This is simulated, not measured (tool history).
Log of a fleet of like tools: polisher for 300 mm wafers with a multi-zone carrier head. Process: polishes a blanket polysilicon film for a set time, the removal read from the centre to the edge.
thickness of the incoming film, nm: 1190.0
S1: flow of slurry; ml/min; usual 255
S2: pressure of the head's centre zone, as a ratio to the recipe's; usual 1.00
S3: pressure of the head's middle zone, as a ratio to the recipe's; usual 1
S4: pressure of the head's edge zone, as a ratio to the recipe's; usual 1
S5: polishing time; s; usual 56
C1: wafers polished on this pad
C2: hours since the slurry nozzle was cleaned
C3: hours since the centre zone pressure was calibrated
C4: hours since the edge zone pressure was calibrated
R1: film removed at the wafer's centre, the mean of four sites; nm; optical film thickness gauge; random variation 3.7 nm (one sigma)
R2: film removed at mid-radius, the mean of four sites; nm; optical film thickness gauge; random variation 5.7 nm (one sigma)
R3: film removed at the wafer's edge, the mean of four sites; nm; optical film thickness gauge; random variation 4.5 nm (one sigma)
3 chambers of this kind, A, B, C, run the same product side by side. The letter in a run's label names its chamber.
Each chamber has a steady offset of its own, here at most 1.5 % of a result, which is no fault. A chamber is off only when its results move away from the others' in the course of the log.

run    day   S1    S2  S3  S4  S5    C1     C2      C3     C4      R1      R2      R3
 1C  0.104  255  1.00   1   1  56   707  486.5  1452.1  185.1  411.25  405.33  412.72
     0.183  -- chamber A: worn pad replaced by a new one
 2A  0.267  255  1.00   1   1  56    32  134.6  1310.6  562.3  418.31  429.98  422.54
 3B  0.367  255  1.00   1   1  56  1115  207.8    50.0  600.5  419.03  414.70  418.64
 4C  0.471  255  1.00   1   1  56   844  495.3  1460.9  193.9  413.59  406.52  413.99
 5B  0.617  255  1.00   1   1  56  1209  213.8    56.0  606.5  417.50  415.43  415.35
     0.679  -- chamber B: worn pad replaced by a new one
 6A  0.729  255  1.00   1   1  56   206  145.7  1321.7  573.4  412.99  419.62  409.83
 7B  0.896  255  1.00   1   1  56    82  220.5    62.7  613.2  429.20  423.86  413.38
 8A  1.046  205  1.00   1   1  56   324  153.3  1329.3  581.0  403.61  412.33  409.50
 9C  1.158  205  1.00   1   1  56  1102  511.8  1477.4  210.4  403.40  400.95  407.97
10C  1.325  205  1.00   1   1  56  1165  515.8  1481.4  214.4  400.67  407.05  405.03
     1.479  -- chamber C: slurry nozzle cleaned
11B  1.504  255  1.00   1   1  56   310  235.1    77.3  627.8  421.61  412.22  416.82
12A  1.671  255  1.00   1   1  56   559  168.3  1344.3  596.0  413.97  415.27  421.85
13A  1.754  255  1.00   1   1  56   590  170.3  1346.3  598.0  409.77  423.14  414.77
     1.829  -- chamber A: worn pad replaced by a new one
14B  1.862  255  1.00   1   1  56   444  243.7    85.9  636.4  419.70  413.62  417.07
15C  2.008  255  1.00   1   1  56  1421   12.8  1497.8  230.8  414.68  407.13  406.42
     2.067  -- chamber C: worn pad replaced by a new one
16B  2.104  255  1.00   1   1  56   535  249.5    91.7  642.2  420.61  413.59  414.29
17C  2.258  255  1.00   1   1  56    73   18.8  1503.8  236.8  419.47  407.31  421.55
18A  2.404  255  1.00   1   1  56   215  185.9  1361.9  613.6  410.39  412.41  424.94
19C  2.529  255  1.00   1   1  56   174   25.3  1510.3  243.3  422.65  415.24  412.86
     2.671  -- chamber A: centre zone pressure recalibrated
20B  2.671  255  1.00   1   1  56   747  263.1   105.3  655.8  416.79  413.65  423.55
     2.717  -- chamber C: centre zone pressure recalibrated
21A  2.754  225  0.91   1   1  56   347  194.3     2.0  622.0  367.54  404.28  411.12
22A  2.888  225  0.91   1   1  56   397  197.5     5.2  625.2  369.61  408.37  412.93
23C  3.017  225  0.91   1   1  56   357   37.0     7.2  255.0  334.67  398.14  405.53
     3.129  -- chamber A: slurry nozzle cleaned
24B  3.179  255  1.00   1   1  56   938  275.3   117.5  668.0  418.59  412.65  420.01
     3.325  -- chamber A: worn pad replaced by a new one
25C  3.338  170  1.00   1   1  56   477   44.7    14.9  262.7  354.60  389.46  394.25
26B  3.433  170  1.00   1   1  56  1033  281.4   123.6  674.1  393.70  394.24  398.92
27A  3.600  170  1.00   1   1  56   103   11.3    22.3  642.3  392.20  399.43  400.29
28C  3.733  255  1.00   1   1  56   626   54.2    24.4  272.2  374.28  402.86  408.84
     3.762  -- chamber B: edge zone pressure recalibrated
     3.829  -- chamber B: worn pad replaced by a new one
29A  3.842  255  1.00   1   1  56   194   17.1    28.1  648.1  414.47  423.62  422.07
30B  3.962  255  1.00   1   1  56    50  294.1   136.3    4.8  422.35  423.82  414.82
31A  4.062  255  1.00   1   1  56   277   22.4    33.4  653.4  415.02  418.19  422.25
32B  4.208  255  1.00   1   1  56   142  300.0   142.2   10.7  410.10  411.38  410.98
33C  4.325  255  1.00   1   1  56   848   68.4    38.6  286.4  382.17  409.48  414.20
34B  4.496  255  1.00   1   1  56   250  306.9   149.1   17.6  412.83  412.09  414.42
35A  4.608  255  1.00   1   1  56   481   35.5    46.5  666.5  413.71  418.10  418.99
36C  4.783  255  1.00   1   1  56  1020   79.4    49.6  297.4  383.36  404.85  417.51
37C  4.958  255  1.00   1   1  56  1085   83.6    53.8  301.6  374.52  415.73  419.05
     5.104  -- chamber C: worn pad replaced by a new one
38A  5.104  255  1.00   1   1  41   667   47.4    58.4  678.4  304.28  303.71  300.64
39B  5.196  255  1.00   1   1  41   513  323.7   165.9   34.4  310.16  304.67  304.87
40C  5.317  255  1.00   1   1  41    80   92.2    62.4  310.2  278.47  301.10  299.24

All 3 chambers run these settings next. Forecast each chamber's results:
41A  5.446  295  1.00   1   1  56                   ?   ?   ?
41B  5.446  295  1.00   1   1  56                   ?   ?   ?
41C  5.446  295  1.00   1   1  56                   ?   ?   ?

run      R1      R2      R3
41A  417.00  417.46  424.46
41B  428.44  424.24  430.40
41C  386.40  416.88  412.37
